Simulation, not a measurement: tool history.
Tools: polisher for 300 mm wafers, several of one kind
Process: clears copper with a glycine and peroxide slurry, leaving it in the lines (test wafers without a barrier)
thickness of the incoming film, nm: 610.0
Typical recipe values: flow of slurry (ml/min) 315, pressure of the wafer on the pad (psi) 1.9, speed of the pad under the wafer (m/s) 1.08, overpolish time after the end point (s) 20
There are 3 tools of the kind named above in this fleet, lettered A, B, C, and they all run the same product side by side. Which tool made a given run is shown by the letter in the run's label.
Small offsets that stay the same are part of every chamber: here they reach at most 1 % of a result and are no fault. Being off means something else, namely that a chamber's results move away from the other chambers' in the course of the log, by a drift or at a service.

run,hour,flow of slurry (ml/min),pressure of the wafer on the pad (psi),speed of the pad under the wafer (m/s),overpolish time after the end point (s),wafers polished on this pad,hours since the slurry nozzle was cleaned,hours since the head pressure was calibrated,time until the end point was called (s),dishing of a wide line in a test structure (Å)
1A,7.2,315,1.9,1.08,20,249,52.6,310,174.64,364.51
# hour 8.9: chamber C: worn pad replaced by a new one
2C,18.8,315,1.9,1.08,20,84,587.2,194.6,171.71,364.03
3B,35.1,315,1.9,1.08,20,1108,466.6,533.3,173.74,364.33
4A,42.8,315,1.9,1.08,20,551,88.2,345.6,175.19,354.83
5B,50,315,1.9,1.08,20,1235,481.5,548.2,174.64,370.17
6C,61.3,315,1.9,1.08,20,444,629.7,237.1,175.16,369.19
7B,74.4,315,1.9,1.08,20,1442,505.9,572.6,174.38,368.53
8C,82.4,315,1.9,1.08,20,623,650.8,258.2,176.17,361.85
9A,91.1,315,1.9,1.08,20,960,136.5,393.9,170.76,370.05
# hour 95.4: chamber A: worn pad replaced by a new one
10A,99,315,1.9,1.08,20,30,144.4,401.8,171.62,364.92
# hour 105: chamber B: worn pad replaced by a new one
11B,111.4,315,1.9,1.08,20,54,542.9,609.6,173.08,358.16
# hour 121.7: chamber C: worn pad replaced by a new one
12C,123.4,315,1.9,1.08,20,14,691.8,299.2,172.91,362.73
13B,136.5,315,1.9,1.08,20,267,568,634.7,173.2,364.13
14A,151,315,1.9,1.08,20,471,196.4,453.8,175.24,365.71
15C,158.5,315,1.9,1.08,20,312,726.9,334.3,175.7,352.92
16A,166.7,315,2.4,1.08,31,604,212.1,469.5,142.56,478.58
17B,181.1,315,2.4,1.08,31,645,612.6,679.3,146.41,492.19
18C,196.8,315,2.4,1.08,31,637,765.2,372.6,142.47,495.28
19C,212.7,315,1.9,1.08,20,771,781.1,388.5,174.47,360.58
# hour 217.5: chamber A: worn pad replaced by a new one
# hour 217.9: chamber C: worn pad replaced by a new one
20A,224.9,315,1.9,1.08,20,63,270.3,527.7,174.26,361.71
21B,236.6,315,1.9,1.08,20,1116,668.1,734.8,174.98,356.11
# hour 239: chamber C: head pressure recalibrated
22C,247.7,315,1.9,1.08,20,253,816.1,8.7,172.78,361.87
23A,256.1,315,1.9,1.08,20,327,301.5,558.9,176.35,357.5
24B,265.1,315,1.9,1.08,20,1357,696.6,763.3,173.24,358.84
25B,279.3,315,1.9,1.08,20,1478,710.8,777.5,172.48,355.07
# hour 293.5: chamber B: worn pad replaced by a new one
26A,295.7,315,1.9,1.08,20,663,341.1,598.5,173.03,348.3
27C,303.4,315,1.9,1.08,20,725,871.8,64.4,175.24,365.79
# hour 312.5: chamber A: head pressure recalibrated
# hour 315.3: chamber B: slurry nozzle cleaned
28C,317.5,265,1.9,0.84,20,845,885.9,78.5,212.68,317.91
# hour 320.2: chamber C: slurry nozzle cleaned
# hour 325.6: chamber C: worn pad replaced by a new one
29A,329.3,265,1.9,0.84,20,948,374.7,16.8,213.1,316.09
30B,338,265,1.9,0.84,20,377,22.7,836.2,211.87,330.94
# hour 340.1: chamber A: worn pad replaced by a new one
31B,348.7,315,1.9,1.08,29,468,33.4,846.9,175.83,432.97
32A,359.2,315,1.9,1.08,29,162,404.6,46.7,174.31,435.78
33C,371.7,315,1.9,1.08,29,391,51.6,132.7,175.35,440.76
34C,381.3,315,1.9,1.08,20,472,61.2,142.3,172.26,366.95
35B,392.6,315,1.9,1.08,20,840,77.3,890.8,172.34,366.49
36A,403.9,315,1.6,1.08,10,541,449.3,91.4,200.32,198.09
37B,413.1,315,1.6,1.08,10,1014,97.8,911.3,200.12,203.93

What goes on in this fleet: one chamber off, a drifting gauge, or nothing beyond the chambers' own small offsets? Name the chamber and the cause, if any.

The fleet is healthy, with each chamber sitting at its usual small offset and no drift in the gauge.
